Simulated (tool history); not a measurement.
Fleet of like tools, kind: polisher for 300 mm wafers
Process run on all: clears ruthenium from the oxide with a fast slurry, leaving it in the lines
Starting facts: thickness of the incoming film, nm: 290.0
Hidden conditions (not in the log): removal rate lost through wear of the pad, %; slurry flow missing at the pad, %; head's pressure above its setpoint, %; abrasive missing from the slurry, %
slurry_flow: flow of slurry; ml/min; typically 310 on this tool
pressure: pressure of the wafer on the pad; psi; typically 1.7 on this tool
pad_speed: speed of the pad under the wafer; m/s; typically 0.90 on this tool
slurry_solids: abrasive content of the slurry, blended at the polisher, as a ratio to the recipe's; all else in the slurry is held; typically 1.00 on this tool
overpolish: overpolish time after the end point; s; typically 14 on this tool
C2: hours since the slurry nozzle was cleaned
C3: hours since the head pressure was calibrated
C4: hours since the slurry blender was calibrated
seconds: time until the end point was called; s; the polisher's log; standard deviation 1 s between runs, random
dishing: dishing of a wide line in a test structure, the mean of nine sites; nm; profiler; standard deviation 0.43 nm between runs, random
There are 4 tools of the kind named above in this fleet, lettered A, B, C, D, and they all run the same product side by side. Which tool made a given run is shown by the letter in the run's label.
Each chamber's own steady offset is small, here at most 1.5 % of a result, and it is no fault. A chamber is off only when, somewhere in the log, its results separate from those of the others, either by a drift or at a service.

{"run": "1B", "hour": 2.8, "slurry_flow": 310, "pressure": 1.7, "pad_speed": 0.9, "slurry_solids": 1.0, "overpolish": 14, "wafers polished on this pad": 1203, "C2": 304.9, "C3": 34.5, "C4": 65.3, "seconds": 107.32, "dishing": 26.958}
{"run": "2C", "hour": 7.7, "slurry_flow": 310, "pressure": 1.7, "pad_speed": 0.9, "slurry_solids": 1.0, "overpolish": 14, "wafers polished on this pad": 694, "C2": 37.4, "C3": 1299.5, "C4": 48.2, "seconds": 109.18, "dishing": 26.121}
{"run": "3A", "hour": 12.0, "slurry_flow": 310, "pressure": 1.7, "pad_speed": 0.9, "slurry_solids": 1.0, "overpolish": 14, "wafers polished on this pad": 71, "C2": 53.4, "C3": 430.2, "C4": 381.1, "seconds": 107.17, "dishing": 26.437}
{"run": "4D", "hour": 15.0, "slurry_flow": 310, "pressure": 1.7, "pad_speed": 0.9, "slurry_solids": 1.0, "overpolish": 14, "wafers polished on this pad": 297, "C2": 118.1, "C3": 1234.1, "C4": 161.1, "seconds": 106.8, "dishing": 26.088}
{"run": "5A", "hour": 19.3, "slurry_flow": 310, "pressure": 1.7, "pad_speed": 0.9, "slurry_solids": 1.0, "overpolish": 14, "wafers polished on this pad": 106, "C2": 60.7, "C3": 437.5, "C4": 388.4, "seconds": 104.04, "dishing": 26.311}
{"run": "6C", "hour": 22.0, "slurry_flow": 310, "pressure": 1.7, "pad_speed": 0.9, "slurry_solids": 1.0, "overpolish": 14, "wafers polished on this pad": 763, "C2": 51.7, "C3": 1313.8, "C4": 62.5, "seconds": 106.99, "dishing": 26.474}
{"run": "7B", "hour": 25.8, "slurry_flow": 310, "pressure": 1.7, "pad_speed": 0.9, "slurry_solids": 1.0, "overpolish": 14, "wafers polished on this pad": 1313, "C2": 327.9, "C3": 57.5, "C4": 88.3, "seconds": 108.31, "dishing": 26.855}
{"run": "8D", "hour": 29.5, "slurry_flow": 310, "pressure": 1.7, "pad_speed": 0.9, "slurry_solids": 1.0, "overpolish": 14, "wafers polished on this pad": 367, "C2": 132.6, "C3": 1248.6, "C4": 175.6, "seconds": 107.36, "dishing": 27.148}
{"hour": 31.4, "done": "chamber D: head pressure recalibrated"}
{"hour": 34.2, "done": "chamber A: slurry blender recalibrated"}
{"run": "9B", "hour": 34.6, "slurry_flow": 310, "pressure": 1.7, "pad_speed": 0.9, "slurry_solids": 1.3, "overpolish": 14, "wafers polished on this pad": 1356, "C2": 336.7, "C3": 66.3, "C4": 97.1, "seconds": 95.159, "dishing": 28.894}
{"hour": 39.1, "done": "chamber B: worn pad replaced by a new one"}
{"run": "10C", "hour": 39.2, "slurry_flow": 310, "pressure": 1.7, "pad_speed": 0.9, "slurry_solids": 1.3, "overpolish": 14, "wafers polished on this pad": 845, "C2": 68.9, "C3": 1331.0, "C4": 79.7, "seconds": 98.421, "dishing": 29.252}
{"run": "11A", "hour": 43.6, "slurry_flow": 310, "pressure": 1.7, "pad_speed": 0.9, "slurry_solids": 1.3, "overpolish": 14, "wafers polished on this pad": 222, "C2": 85.0, "C3": 461.8, "C4": 9.5, "seconds": 94.112, "dishing": 28.518}
{"run": "12D", "hour": 49.1, "slurry_flow": 310, "pressure": 1.7, "pad_speed": 0.9, "slurry_solids": 1.3, "overpolish": 14, "wafers polished on this pad": 461, "C2": 152.2, "C3": 17.8, "C4": 195.2, "seconds": 97.754, "dishing": 28.302}
{"run": "13B", "hour": 52.4, "slurry_flow": 310, "pressure": 1.7, "pad_speed": 0.9, "slurry_solids": 1.0, "overpolish": 14, "wafers polished on this pad": 64, "C2": 354.5, "C3": 84.1, "C4": 114.9, "seconds": 105.78, "dishing": 26.196}
{"run": "14C", "hour": 55.3, "slurry_flow": 310, "pressure": 1.7, "pad_speed": 0.9, "slurry_solids": 1.0, "overpolish": 14, "wafers polished on this pad": 922, "C2": 85.0, "C3": 1347.1, "C4": 95.8, "seconds": 107.22, "dishing": 26.204}
{"hour": 60.2, "done": "chamber C: worn pad replaced by a new one"}
{"run": "15D", "hour": 60.7, "slurry_flow": 310, "pressure": 1.7, "pad_speed": 0.9, "slurry_solids": 1.0, "overpolish": 14, "wafers polished on this pad": 517, "C2": 163.8, "C3": 29.4, "C4": 206.8, "seconds": 107.94, "dishing": 26.062}
{"run": "16A", "hour": 66.1, "slurry_flow": 310, "pressure": 1.9, "pad_speed": 0.9, "slurry_solids": 0.85, "overpolish": 14, "wafers polished on this pad": 330, "C2": 107.5, "C3": 484.3, "C4": 32.0, "seconds": 103.85, "dishing": 27.671}
{"hour": 69.8, "done": "chamber C: slurry blender recalibrated"}
{"run": "17A", "hour": 71.4, "slurry_flow": 310, "pressure": 1.9, "pad_speed": 0.9, "slurry_solids": 0.85, "overpolish": 14, "wafers polished on this pad": 356, "C2": 112.8, "C3": 489.6, "C4": 37.3, "seconds": 102.25, "dishing": 27.074}
{"run": "18D", "hour": 76.5, "slurry_flow": 310, "pressure": 1.9, "pad_speed": 0.9, "slurry_solids": 0.85, "overpolish": 14, "wafers polished on this pad": 593, "C2": 179.6, "C3": 45.2, "C4": 222.6, "seconds": 104.54, "dishing": 27.794}
{"run": "19B", "hour": 82.5, "slurry_flow": 310, "pressure": 1.9, "pad_speed": 0.9, "slurry_solids": 0.85, "overpolish": 14, "wafers polished on this pad": 208, "C2": 384.6, "C3": 114.2, "C4": 145.0, "seconds": 103.96, "dishing": 27.578}
{"run": "20C", "hour": 86.0, "slurry_flow": 310, "pressure": 1.7, "pad_speed": 0.9, "slurry_solids": 0.8, "overpolish": 18, "wafers polished on this pad": 124, "C2": 115.7, "C3": 1377.8, "C4": 16.3, "seconds": 120.87, "dishing": 29.81}
{"run": "21C", "hour": 91.0, "slurry_flow": 310, "pressure": 1.7, "pad_speed": 0.9, "slurry_solids": 0.8, "overpolish": 18, "wafers polished on this pad": 148, "C2": 120.7, "C3": 1382.8, "C4": 21.3, "seconds": 121.22, "dishing": 29.683}
{"run": "22D", "hour": 94.5, "slurry_flow": 310, "pressure": 1.7, "pad_speed": 0.9, "slurry_solids": 0.8, "overpolish": 18, "wafers polished on this pad": 679, "C2": 197.6, "C3": 63.2, "C4": 240.6, "seconds": 122.2, "dishing": 29.19}
{"run": "23B", "hour": 99.8, "slurry_flow": 310, "pressure": 1.7, "pad_speed": 0.9, "slurry_solids": 0.8, "overpolish": 18, "wafers polished on this pad": 291, "C2": 401.9, "C3": 131.5, "C4": 162.3, "seconds": 117.45, "dishing": 29.135}
{"run": "24A", "hour": 104.8, "slurry_flow": 310, "pressure": 1.7, "pad_speed": 0.9, "slurry_solids": 1.0, "overpolish": 14, "wafers polished on this pad": 516, "C2": 146.2, "C3": 523.0, "C4": 70.7, "seconds": 104.42, "dishing": 26.837}
{"run": "25A", "hour": 109.6, "slurry_flow": 310, "pressure": 1.7, "pad_speed": 0.9, "slurry_solids": 1.0, "overpolish": 14, "wafers polished on this pad": 539, "C2": 151.0, "C3": 527.8, "C4": 75.5, "seconds": 106.11, "dishing": 26.652}
{"run": "26C", "hour": 113.3, "slurry_flow": 310, "pressure": 1.7, "pad_speed": 0.9, "slurry_solids": 1.0, "overpolish": 14, "wafers polished on this pad": 255, "C2": 143.0, "C3": 1405.1, "C4": 43.6, "seconds": 106.82, "dishing": 25.66}
{"run": "27B", "hour": 118.0, "slurry_flow": 310, "pressure": 1.7, "pad_speed": 0.9, "slurry_solids": 1.0, "overpolish": 14, "wafers polished on this pad": 379, "C2": 420.1, "C3": 149.7, "C4": 180.5, "seconds": 110.01, "dishing": 26.629}
{"run": "28D", "hour": 121.0, "slurry_flow": 310, "pressure": 1.7, "pad_speed": 0.9, "slurry_solids": 1.0, "overpolish": 14, "wafers polished on this pad": 807, "C2": 224.1, "C3": 89.7, "C4": 267.1, "seconds": 112.17, "dishing": 25.343}
{"run": "29A", "hour": 124.0, "slurry_flow": 310, "pressure": 1.7, "pad_speed": 0.9, "slurry_solids": 1.0, "overpolish": 14, "wafers polished on this pad": 609, "C2": 165.4, "C3": 542.2, "C4": 89.9, "seconds": 106.06, "dishing": 26.786}
{"run": "30B", "hour": 128.2, "slurry_flow": 310, "pressure": 1.7, "pad_speed": 0.9, "slurry_solids": 1.0, "overpolish": 14, "wafers polished on this pad": 428, "C2": 430.3, "C3": 159.9, "C4": 190.7, "seconds": 105.39, "dishing": 26.005}
{"run": "31D", "hour": 131.2, "slurry_flow": 310, "pressure": 1.7, "pad_speed": 0.9, "slurry_solids": 1.0, "overpolish": 14, "wafers polished on this pad": 856, "C2": 234.3, "C3": 99.9, "C4": 277.3, "seconds": 111.65, "dishing": 25.902}
{"run": "32C", "hour": 135.1, "slurry_flow": 310, "pressure": 1.7, "pad_speed": 0.9, "slurry_solids": 1.0, "overpolish": 14, "wafers polished on this pad": 359, "C2": 164.8, "C3": 1426.9, "C4": 65.4, "seconds": 107.16, "dishing": 26.639}
{"run": "33B", "hour": 140.9, "slurry_flow": 225, "pressure": 1.7, "pad_speed": 0.74, "slurry_solids": 1.0, "overpolish": 14, "wafers polished on this pad": 489, "C2": 443.0, "C3": 172.6, "C4": 203.4, "seconds": 137.21, "dishing": 21.778}
{"run": "34C", "hour": 145.6, "slurry_flow": 225, "pressure": 1.7, "pad_speed": 0.74, "slurry_solids": 1.0, "overpolish": 14, "wafers polished on this pad": 410, "C2": 175.3, "C3": 1437.4, "C4": 75.9, "seconds": 135.2, "dishing": 22.508}
{"hour": 150.2, "done": "chamber D: worn pad replaced by a new one"}
{"run": "35D", "hour": 151.6, "slurry_flow": 225, "pressure": 1.7, "pad_speed": 0.74, "slurry_solids": 1.0, "overpolish": 14, "wafers polished on this pad": 6, "C2": 254.7, "C3": 120.3, "C4": 297.7, "seconds": 144.58, "dishing": 20.623}
{"run": "36A", "hour": 155.6, "slurry_flow": 225, "pressure": 1.7, "pad_speed": 0.74, "slurry_solids": 1.0, "overpolish": 14, "wafers polished on this pad": 760, "C2": 197.0, "C3": 573.8, "C4": 121.5, "seconds": 133.33, "dishing": 22.365}
{"hour": 156.4, "done": "chamber A: worn pad replaced by a new one"}
{"run": "37C", "hour": 159.3, "slurry_flow": 310, "pressure": 1.7, "pad_speed": 0.9, "slurry_solids": 1.0, "overpolish": 14, "wafers polished on this pad": 476, "C2": 189.0, "C3": 1451.1, "C4": 89.6, "seconds": 109.11, "dishing": 26.723}
{"run": "38D", "hour": 165.3, "slurry_flow": 310, "pressure": 1.7, "pad_speed": 0.9, "slurry_solids": 1.0, "overpolish": 14, "wafers polished on this pad": 72, "C2": 268.4, "C3": 134.0, "C4": 311.4, "seconds": 116.9, "dishing": 24.492}
{"run": "39B", "hour": 169.3, "slurry_flow": 310, "pressure": 1.7, "pad_speed": 0.9, "slurry_solids": 1.0, "overpolish": 14, "wafers polished on this pad": 625, "C2": 471.4, "C3": 201.0, "C4": 231.8, "seconds": 107.3, "dishing": 25.714}
{"run": "40A", "hour": 173.5, "slurry_flow": 310, "pressure": 1.7, "pad_speed": 1.06, "slurry_solids": 1.0, "overpolish": 11, "wafers polished on this pad": 82, "C2": 214.9, "C3": 591.7, "C4": 139.4, "seconds": 88.767, "dishing": 24.614}

Does one chamber stand apart from the rest, does the shared gauge drift, or is all well apart from small per-chamber offsets? Give the chamber and the most likely cause, where there is one.

It is chamber D that slowly wanders off from its peers.
What lies behind it: abrasive missing from the slurry, % = 18.3.
It could be hard to tell apart here from: head's pressure below its setpoint, %.

Below are 4 candidate recipes for chamber D's next run, each the usual settings with a change, their results shown as question marks. Which of them brings D's results back in line with what the other chambers give on the usual settings?
To be in line, a result may differ from the other chambers' mean on the usual settings by at most: seconds 3.700 s; dishing 1.500 nm
{"run": "41D-1", "hour": 178.0, "slurry_flow": 310, "pressure": 1.7, "pad_speed": 0.92, "slurry_solids": 1.0, "overpolish": 14, "seconds": "?", "dishing": "?"}
{"run": "41D-2", "hour": 178.0, "slurry_flow": 310, "pressure": 1.6, "pad_speed": 0.86, "slurry_solids": 1.0, "overpolish": 14, "seconds": "?", "dishing": "?"}
{"run": "41D-3", "hour": 178.0, "slurry_flow": 310, "pressure": 1.7, "pad_speed": 0.88, "slurry_solids": 1.0, "overpolish": 14, "seconds": "?", "dishing": "?"}
{"run": "41D-4", "hour": 178.0, "slurry_flow": 310, "pressure": 1.8, "pad_speed": 0.94, "slurry_solids": 1.0, "overpolish": 14, "seconds": "?", "dishing": "?"}

The mean the other chambers reach with the usual settings: seconds 107.520 s; dishing 26.572 nm
run=41D-1 seconds=116.280 dishing=25.156
run=41D-2 seconds=132.410 dishing=22.709
run=41D-3 seconds=121.630 dishing=24.288
run=41D-4 seconds=107.360 dishing=26.742
41D-4 is the one that brings the chamber's results back in line with the other chambers.
